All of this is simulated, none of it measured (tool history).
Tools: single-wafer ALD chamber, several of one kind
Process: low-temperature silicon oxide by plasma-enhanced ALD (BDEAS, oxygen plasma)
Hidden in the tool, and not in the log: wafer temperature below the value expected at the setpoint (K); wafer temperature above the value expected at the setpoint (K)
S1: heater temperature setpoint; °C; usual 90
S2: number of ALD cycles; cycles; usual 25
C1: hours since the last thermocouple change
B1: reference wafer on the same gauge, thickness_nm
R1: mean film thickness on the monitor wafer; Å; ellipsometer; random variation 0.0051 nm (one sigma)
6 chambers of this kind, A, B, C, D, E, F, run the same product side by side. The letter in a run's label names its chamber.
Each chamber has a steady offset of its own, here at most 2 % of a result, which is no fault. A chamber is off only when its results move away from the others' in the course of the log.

{"run": "1B", "hour": 5.7, "S1": 90, "S2": 25, "C1": 1206.8, "B1": 4.3914, "R1": 37.129}
{"run": "2D", "hour": 14.4, "S1": 90, "S2": 25, "C1": 194.1, "B1": 4.3866, "R1": 36.741}
{"run": "3F", "hour": 24.2, "S1": 90, "S2": 25, "C1": 425.2, "B1": 4.3877, "R1": 36.743}
{"run": "4E", "hour": 34.6, "S1": 90, "S2": 25, "C1": 148.6, "B1": 4.3874, "R1": 37.05}
{"run": "5A", "hour": 43.7, "S1": 104, "S2": 29, "C1": 1314.7, "B1": 4.3882, "R1": 40.358}
{"run": "6C", "hour": 48.9, "S1": 104, "S2": 29, "C1": 1222.6, "B1": 4.3858, "R1": 41.723}
{"run": "7C", "hour": 59.1, "S1": 104, "S2": 29, "C1": 1232.8, "B1": 4.3861, "R1": 41.764}
{"run": "8F", "hour": 69.9, "S1": 104, "S2": 29, "C1": 470.9, "B1": 4.3855, "R1": 40.794}
{"run": "9D", "hour": 76.0, "S1": 104, "S2": 29, "C1": 255.7, "B1": 4.386, "R1": 40.749}
{"run": "10E", "hour": 84.0, "S1": 104, "S2": 29, "C1": 198, "B1": 4.3834, "R1": 41.092}
{"run": "11B", "hour": 89.5, "S1": 90, "S2": 25, "C1": 1290.6, "B1": 4.3843, "R1": 37.136}
{"run": "12A", "hour": 99.2, "S1": 75, "S2": 25, "C1": 1370.2, "B1": 4.3832, "R1": 38.256}
{"run": "13E", "hour": 109.8, "S1": 75, "S2": 25, "C1": 223.8, "B1": 4.3848, "R1": 38.903}
{"run": "14D", "hour": 120.4, "S1": 75, "S2": 25, "C1": 300.1, "B1": 4.3814, "R1": 38.657}
{"run": "15C", "hour": 131.2, "S1": 75, "S2": 25, "C1": 1304.9, "B1": 4.3816, "R1": 39.475}
{"run": "16A", "hour": 138.6, "S1": 75, "S2": 25, "C1": 1409.6, "B1": 4.3796, "R1": 38.123}
{"run": "17B", "hour": 148.4, "S1": 75, "S2": 25, "C1": 1349.5, "B1": 4.3792, "R1": 39.12}
{"run": "18F", "hour": 155.2, "S1": 90, "S2": 25, "C1": 556.2, "B1": 4.378, "R1": 36.707}
{"run": "19E", "hour": 161.8, "S1": 90, "S2": 25, "C1": 275.8, "B1": 4.3788, "R1": 37.007}
{"run": "20C", "hour": 169.7, "S1": 90, "S2": 25, "C1": 1343.4, "B1": 4.3778, "R1": 37.5}
{"run": "21D", "hour": 177.3, "S1": 81, "S2": 23, "C1": 357, "B1": 4.3768, "R1": 34.828}
{"run": "22F", "hour": 186.3, "S1": 81, "S2": 23, "C1": 587.3, "B1": 4.377, "R1": 34.669}
{"run": "23B", "hour": 192.1, "S1": 81, "S2": 23, "C1": 1393.2, "B1": 4.377, "R1": 35.188}
{"run": "24A", "hour": 203.7, "S1": 81, "S2": 23, "C1": 1474.7, "B1": 4.3756, "R1": 34.365}
{"run": "25B", "hour": 209.7, "S1": 81, "S2": 23, "C1": 1410.8, "B1": 4.3765, "R1": 35.217}
{"run": "26D", "hour": 216.1, "S1": 81, "S2": 23, "C1": 395.8, "B1": 4.376, "R1": 34.671}
{"run": "27C", "hour": 222.5, "S1": 90, "S2": 25, "C1": 1396.2, "B1": 4.3745, "R1": 37.455}
{"run": "28E", "hour": 229.7, "S1": 90, "S2": 25, "C1": 343.7, "B1": 4.373, "R1": 36.848}
{"run": "29F", "hour": 236.6, "S1": 99, "S2": 21, "C1": 637.6, "B1": 4.3726, "R1": 29.742}
{"run": "30A", "hour": 247.6, "S1": 99, "S2": 21, "C1": 1518.6, "B1": 4.3723, "R1": 29.465}
{"run": "31D", "hour": 257.6, "S1": 99, "S2": 21, "C1": 437.3, "B1": 4.3735, "R1": 29.812}
{"run": "32A", "hour": 264.2, "S1": 99, "S2": 21, "C1": 1535.2, "B1": 4.3721, "R1": 29.502}
{"run": "33E", "hour": 273.6, "S1": 99, "S2": 21, "C1": 387.6, "B1": 4.371, "R1": 30.005}
{"run": "34F", "hour": 280.9, "S1": 99, "S2": 21, "C1": 681.9, "B1": 4.3712, "R1": 29.748}
{"run": "35B", "hour": 288.9, "S1": 90, "S2": 25, "C1": 1490, "B1": 4.3712, "R1": 36.964}
{"run": "36C", "hour": 295.5, "S1": 90, "S2": 25, "C1": 1469.2, "B1": 4.3694, "R1": 37.508}
{"run": "37C", "hour": 302.7, "S1": 90, "S2": 25, "C1": 1476.4, "B1": 4.3674, "R1": 37.398}
{"run": "38F", "hour": 311.9, "S1": 90, "S2": 25, "C1": 712.9, "B1": 4.3686, "R1": 36.467}
{"run": "39E", "hour": 319.6, "S1": 90, "S2": 25, "C1": 433.6, "B1": 4.3672, "R1": 36.881}
{"run": "40A", "hour": 327.9, "S1": 90, "S2": 25, "C1": 1598.9, "B1": 4.3693, "R1": 36.176}
{"run": "41D", "hour": 335.7, "S1": 90, "S2": 25, "C1": 515.4, "B1": 4.3659, "R1": 36.435}
{"run": "42B", "hour": 341.9, "S1": 90, "S2": 25, "C1": 1543, "B1": 4.3665, "R1": 37.008}

Next, every chamber runs the same settings. What will each give?
{"run": "43A", "hour": 350.4, "S1": 90, "S2": 25, "R1": "?"}
{"run": "43B", "hour": 350.4, "S1": 90, "S2": 25, "R1": "?"}
{"run": "43C", "hour": 350.4, "S1": 90, "S2": 25, "R1": "?"}
{"run": "43D", "hour": 350.4, "S1": 90, "S2": 25, "R1": "?"}
{"run": "43E", "hour": 350.4, "S1": 90, "S2": 25, "R1": "?"}
{"run": "43F", "hour": 350.4, "S1": 90, "S2": 25, "R1": "?"}

run=43A R1=36.189
run=43B R1=36.937
run=43C R1=37.449
run=43D R1=36.5
run=43E R1=36.834
run=43F R1=36.646
